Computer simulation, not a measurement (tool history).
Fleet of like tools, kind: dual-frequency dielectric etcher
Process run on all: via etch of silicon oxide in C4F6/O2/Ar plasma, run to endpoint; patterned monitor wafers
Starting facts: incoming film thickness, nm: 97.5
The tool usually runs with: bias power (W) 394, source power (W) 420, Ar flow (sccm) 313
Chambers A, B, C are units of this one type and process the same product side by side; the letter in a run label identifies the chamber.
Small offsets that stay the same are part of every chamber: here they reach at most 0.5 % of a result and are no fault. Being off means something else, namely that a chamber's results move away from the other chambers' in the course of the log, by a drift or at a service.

run,day,bias power (W),source power (W),Ar flow (sccm),hours since the last wet clean,hours since the last bias power generator calibration,hours since the last source power generator calibration,hours since the last Ar flow controller change,endpoint time (s)
1C,0.512,394,420,313,496.1,61.2,972.6,2582.3,23.311
2B,0.804,394,420,313,575.1,1013.1,3829.8,2773.8,23.183
3A,1.075,394,420,313,416.5,3451.4,1863.7,3535.2,23.191
4C,1.362,394,420,313,516.5,81.6,993.0,2602.7,23.050
5A,1.604,394,420,313,429.2,3464.1,1876.4,3547.9,22.938
# day 1.729: chamber B: wet clean of the chamber
6B,1.888,394,420,313,3.9,1039.1,3855.8,2799.8,23.013
# day 2.254: chamber C: wet clean of the chamber
7B,2.425,394,420,313,16.8,1052.0,3868.7,2812.7,23.115
8C,2.717,394,420,313,11.2,114.1,1025.5,2635.2,23.087
9A,2.962,483,510,313,461.8,3496.7,1909.0,3580.5,19.820
10C,3.500,483,510,313,30.0,132.9,1044.3,2654.0,20.060
11A,3.783,483,510,313,481.5,3516.4,1928.7,3600.2,19.723
12B,4.217,469,420,281,59.8,1095.0,3911.7,2855.7,21.755
13B,4.738,469,420,281,72.3,1107.5,3924.2,2868.2,21.530
14C,5.033,469,420,281,66.8,169.7,1081.1,2690.8,21.479
15A,5.358,394,420,313,519.3,3554.2,1966.5,3638.0,23.206
16B,5.833,394,420,313,98.6,1133.8,3950.5,2894.5,23.065
17A,6.133,394,420,313,537.9,3572.8,1985.1,3656.6,23.217
18C,6.558,461,420,353,103.4,206.3,1117.7,2727.4,22.274
# day 6.633: chamber A: bias power generator calibrated
19C,6.921,461,420,353,112.1,215.0,1126.4,2736.1,22.184
20A,7.212,461,420,353,563.8,13.9,2011.0,3682.5,21.983

Each of the 3 chambers runs these same settings next. Fill in every chamber's results:
21A,7.604,394,420,313,,,,,?
21B,7.604,394,420,313,,,,,?
21C,7.604,394,420,313,,,,,?

run,endpoint time (s)
21A,22.951
21B,22.935
21C,23.114
